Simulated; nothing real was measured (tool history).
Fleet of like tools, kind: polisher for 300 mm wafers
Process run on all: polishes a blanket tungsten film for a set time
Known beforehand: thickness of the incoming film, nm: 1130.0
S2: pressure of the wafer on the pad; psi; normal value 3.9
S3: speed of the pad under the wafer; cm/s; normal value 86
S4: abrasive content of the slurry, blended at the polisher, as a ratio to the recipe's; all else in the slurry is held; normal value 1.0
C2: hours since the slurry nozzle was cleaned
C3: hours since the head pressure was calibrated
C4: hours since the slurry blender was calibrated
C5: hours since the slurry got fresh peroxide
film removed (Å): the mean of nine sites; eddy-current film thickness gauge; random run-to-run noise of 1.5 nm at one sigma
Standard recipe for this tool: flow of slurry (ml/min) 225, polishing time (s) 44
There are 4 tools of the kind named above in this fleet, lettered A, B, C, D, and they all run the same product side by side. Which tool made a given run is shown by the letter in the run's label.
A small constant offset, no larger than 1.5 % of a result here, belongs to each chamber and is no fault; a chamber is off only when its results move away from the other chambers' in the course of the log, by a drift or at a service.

-- hour=4.9 chamber B: worn pad replaced by a new one
-- hour=7.2 chamber C: slurry tank refilled with fresh slurry and peroxide
run 1A hour=11.4 | flow_of_slurry_(ml/min)=225 S2=3.9 S3=86 S4=1.0 polishing_time_(s)=44 | wafers_polished_on_this_pad=552 C2=43.8 C3=813.4 C4=167.2 C5=42.6 | film_removed_(Å)=2241.3
-- hour=19.2 chamber A: worn pad replaced by a new one
run 2B hour=20.9 | flow_of_slurry_(ml/min)=225 S2=3.9 S3=86 S4=1.0 polishing_time_(s)=44 | wafers_polished_on_this_pad=111 C2=578.9 C3=843.2 C4=132.5 C5=55.4 | film_removed_(Å)=2230.5
run 3C hour=30.2 | flow_of_slurry_(ml/min)=225 S2=3.9 S3=86 S4=1.0 polishing_time_(s)=44 | wafers_polished_on_this_pad=623 C2=351.0 C3=116.2 C4=102.9 C5=23.1 | film_removed_(Å)=2222.8
run 4D hour=39.5 | flow_of_slurry_(ml/min)=225 S2=3.9 S3=86 S4=1.0 polishing_time_(s)=44 | wafers_polished_on_this_pad=377 C2=63.5 C3=331.9 C4=157.5 C5=50.9 | film_removed_(Å)=2185.0
run 5A hour=49.9 | flow_of_slurry_(ml/min)=225 S2=3.9 S3=86 S4=1.0 polishing_time_(s)=44 | wafers_polished_on_this_pad=213 C2=82.3 C3=851.9 C4=205.7 C5=81.1 | film_removed_(Å)=2220.1
-- hour=61.1 chamber C: worn pad replaced by a new one
run 6B hour=64.5 | flow_of_slurry_(ml/min)=225 S2=3.9 S3=86 S4=1.0 polishing_time_(s)=44 | wafers_polished_on_this_pad=413 C2=622.5 C3=886.8 C4=176.1 C5=99.0 | film_removed_(Å)=2229.3
-- hour=69.0 chamber C: slurry blender recalibrated
run 7C hour=73.2 | flow_of_slurry_(ml/min)=225 S2=3.9 S3=86 S4=1.0 polishing_time_(s)=44 | wafers_polished_on_this_pad=84 C2=394.0 C3=159.2 C4=4.3 C5=66.1 | film_removed_(Å)=2243.4
-- hour=85.8 chamber D: worn pad replaced by a new one
run 8D hour=86.5 | flow_of_slurry_(ml/min)=225 S2=3.9 S3=86 S4=1.0 polishing_time_(s)=44 | wafers_polished_on_this_pad=5 C2=110.5 C3=378.9 C4=204.5 C5=97.9 | film_removed_(Å)=2185.6
run 9C hour=95.1 | flow_of_slurry_(ml/min)=225 S2=3.9 S3=86 S4=1.0 polishing_time_(s)=44 | wafers_polished_on_this_pad=236 C2=415.9 C3=181.1 C4=26.2 C5=88.0 | film_removed_(Å)=2226.2
run 10D hour=106.3 | flow_of_slurry_(ml/min)=225 S2=3.9 S3=86 S4=0.9 polishing_time_(s)=44 | wafers_polished_on_this_pad=142 C2=130.3 C3=398.7 C4=224.3 C5=117.7 | film_removed_(Å)=2139.1
-- hour=107.5 chamber D: slurry tank refilled with fresh slurry and peroxide
-- hour=108.7 chamber A: slurry tank refilled with fresh slurry and peroxide
-- hour=110.1 chamber B: worn pad replaced by a new one
-- hour=118.9 chamber D: head pressure recalibrated
run 11B hour=119.1 | flow_of_slurry_(ml/min)=225 S2=3.9 S3=86 S4=0.9 polishing_time_(s)=44 | wafers_polished_on_this_pad=62 C2=677.1 C3=941.4 C4=230.7 C5=153.6 | film_removed_(Å)=2162.4
-- hour=122.2 chamber A: worn pad replaced by a new one
-- hour=128.4 chamber B: slurry tank refilled with fresh slurry and peroxide
-- hour=130.1 chamber B: head pressure recalibrated
run 12A hour=130.3 | flow_of_slurry_(ml/min)=225 S2=3.9 S3=86 S4=0.9 polishing_time_(s)=44 | wafers_polished_on_this_pad=56 C2=162.7 C3=932.3 C4=286.1 C5=21.7 | film_removed_(Å)=2191.7
-- hour=135.8 chamber B: slurry blender recalibrated
-- hour=140.4 chamber C: slurry tank refilled with fresh slurry and peroxide
run 13C hour=143.1 | flow_of_slurry_(ml/min)=225 S2=3.9 S3=86 S4=0.9 polishing_time_(s)=44 | wafers_polished_on_this_pad=568 C2=463.9 C3=229.1 C4=74.2 C5=2.8 | film_removed_(Å)=2179.2
run 14D hour=154.2 | flow_of_slurry_(ml/min)=225 S2=3.9 S3=86 S4=1.0 polishing_time_(s)=44 | wafers_polished_on_this_pad=474 C2=178.2 C3=35.3 C4=272.2 C5=46.7 | film_removed_(Å)=2191.8
-- hour=155.6 chamber D: slurry blender recalibrated
run 15A hour=161.5 | flow_of_slurry_(ml/min)=225 S2=3.9 S3=86 S4=1.0 polishing_time_(s)=44 | wafers_polished_on_this_pad=272 C2=193.9 C3=963.5 C4=317.3 C5=52.9 | film_removed_(Å)=2240.0
run 16B hour=168.4 | flow_of_slurry_(ml/min)=270 S2=3.9 S3=86 S4=0.8 polishing_time_(s)=44 | wafers_polished_on_this_pad=404 C2=726.4 C3=38.3 C4=32.7 C5=40.0 | film_removed_(Å)=2282.8
-- hour=168.6 chamber D: worn pad replaced by a new one
-- hour=175.4 chamber C: slurry nozzle cleaned
run 17A hour=175.6 | flow_of_slurry_(ml/min)=270 S2=3.9 S3=86 S4=0.8 polishing_time_(s)=44 | wafers_polished_on_this_pad=370 C2=208.0 C3=977.6 C4=331.4 C5=67.0 | film_removed_(Å)=2189.6
-- hour=179.8 chamber C: worn pad replaced by a new one
run 18D hour=182.9 | flow_of_slurry_(ml/min)=270 S2=3.9 S3=86 S4=0.8 polishing_time_(s)=44 | wafers_polished_on_this_pad=99 C2=206.9 C3=64.0 C4=27.4 C5=75.4 | film_removed_(Å)=2137.4
run 19B hour=192.1 | flow_of_slurry_(ml/min)=270 S2=3.9 S3=86 S4=0.8 polishing_time_(s)=44 | wafers_polished_on_this_pad=568 C2=750.1 C3=62.0 C4=56.4 C5=63.7 | film_removed_(Å)=2311.6
-- hour=197.3 chamber C: slurry blender recalibrated
-- hour=198.7 chamber A: slurry blender recalibrated
run 20C hour=205.5 | flow_of_slurry_(ml/min)=225 S2=3.9 S3=86 S4=1.0 polishing_time_(s)=44 | wafers_polished_on_this_pad=178 C2=30.2 C3=291.5 C4=8.2 C5=65.2 | film_removed_(Å)=2228.3
run 21C hour=215.4 | flow_of_slurry_(ml/min)=225 S2=3.9 S3=102 S4=1.0 polishing_time_(s)=44 | wafers_polished_on_this_pad=247 C2=40.1 C3=301.4 C4=18.1 C5=75.1 | film_removed_(Å)=2663.1
-- hour=222.6 chamber D: slurry tank refilled with fresh slurry and peroxide
-- hour=223.5 chamber A: worn pad replaced by a new one
-- hour=226.6 chamber B: worn pad replaced by a new one
run 22B hour=230.5 | flow_of_slurry_(ml/min)=225 S2=3.9 S3=102 S4=1.0 polishing_time_(s)=44 | wafers_polished_on_this_pad=27 C2=788.5 C3=100.4 C4=94.8 C5=102.1 | film_removed_(Å)=2863.6
run 23D hour=239.6 | flow_of_slurry_(ml/min)=225 S2=3.9 S3=102 S4=1.0 polishing_time_(s)=44 | wafers_polished_on_this_pad=492 C2=263.6 C3=120.7 C4=84.1 C5=17.0 | film_removed_(Å)=2623.2
run 24A hour=253.0 | flow_of_slurry_(ml/min)=225 S2=3.9 S3=102 S4=1.0 polishing_time_(s)=44 | wafers_polished_on_this_pad=204 C2=285.4 C3=1055.0 C4=54.3 C5=144.4 | film_removed_(Å)=2653.7
run 25A hour=260.8 | flow_of_slurry_(ml/min)=225 S2=3.9 S3=64 S4=1.0 polishing_time_(s)=35 | wafers_polished_on_this_pad=258 C2=293.2 C3=1062.8 C4=62.1 C5=152.2 | film_removed_(Å)=1327.3
-- hour=261.0 chamber C: slurry tank refilled with fresh slurry and peroxide
-- hour=261.7 chamber A: slurry tank refilled with fresh slurry and peroxide
-- hour=262.0 chamber C: head pressure recalibrated
-- hour=263.8 chamber D: worn pad replaced by a new one
run 26B hour=268.1 | flow_of_slurry_(ml/min)=225 S2=3.9 S3=64 S4=1.0 polishing_time_(s)=35 | wafers_polished_on_this_pad=288 C2=826.1 C3=138.0 C4=132.4 C5=139.7 | film_removed_(Å)=1432.0
-- hour=270.5 chamber B: slurry tank refilled with fresh slurry and peroxide
run 27C hour=277.2 | flow_of_slurry_(ml/min)=225 S2=3.9 S3=64 S4=1.0 polishing_time_(s)=35 | wafers_polished_on_this_pad=675 C2=101.9 C3=15.3 C4=79.9 C5=16.2 | film_removed_(Å)=1297.1
run 28D hour=288.1 | flow_of_slurry_(ml/min)=225 S2=3.9 S3=64 S4=1.0 polishing_time_(s)=35 | wafers_polished_on_this_pad=168 C2=312.1 C3=169.2 C4=132.6 C5=65.5 | film_removed_(Å)=1283.1
run 29D hour=297.4 | flow_of_slurry_(ml/min)=225 S2=3.9 S3=86 S4=1.0 polishing_time_(s)=44 | wafers_polished_on_this_pad=233 C2=321.4 C3=178.5 C4=141.9 C5=74.8 | film_removed_(Å)=2188.3
-- hour=301.5 chamber B: slurry nozzle cleaned
-- hour=303.2 chamber A: worn pad replaced by a new one
run 30B hour=309.4 | flow_of_slurry_(ml/min)=225 S2=3.9 S3=86 S4=1.0 polishing_time_(s)=44 | wafers_polished_on_this_pad=574 C2=8.0 C3=179.3 C4=173.7 C5=39.0 | film_removed_(Å)=2393.5
-- hour=315.9 chamber C: worn pad replaced by a new one
run 31A hour=317.1 | flow_of_slurry_(ml/min)=225 S2=3.9 S3=86 S4=1.0 polishing_time_(s)=44 | wafers_polished_on_this_pad=96 C2=349.5 C3=1119.1 C4=118.4 C5=55.5 | film_removed_(Å)=2261.7
run 32C hour=330.2 | flow_of_slurry_(ml/min)=255 S2=3.9 S3=86 S4=1.0 polishing_time_(s)=44 | wafers_polished_on_this_pad=99 C2=154.9 C3=68.3 C4=132.9 C5=69.2 | film_removed_(Å)=2234.9

Each of the 4 chambers runs these same settings next. Fill in every chamber's results:
run 33A hour=341.1 | flow_of_slurry_(ml/min)=225 S2=3.9 S3=86 S4=1.0 polishing_time_(s)=44 | film_removed_(Å)=?
run 33B hour=341.1 | flow_of_slurry_(ml/min)=225 S2=3.9 S3=86 S4=1.0 polishing_time_(s)=44 | film_removed_(Å)=?
run 33C hour=341.1 | flow_of_slurry_(ml/min)=225 S2=3.9 S3=86 S4=1.0 polishing_time_(s)=44 | film_removed_(Å)=?
run 33D hour=341.1 | flow_of_slurry_(ml/min)=225 S2=3.9 S3=86 S4=1.0 polishing_time_(s)=44 | film_removed_(Å)=?

run=33A film_removed_(Å)=2253.5
run=33B film_removed_(Å)=2398.8
run=33C film_removed_(Å)=2220.2
run=33D film_removed_(Å)=2189.6

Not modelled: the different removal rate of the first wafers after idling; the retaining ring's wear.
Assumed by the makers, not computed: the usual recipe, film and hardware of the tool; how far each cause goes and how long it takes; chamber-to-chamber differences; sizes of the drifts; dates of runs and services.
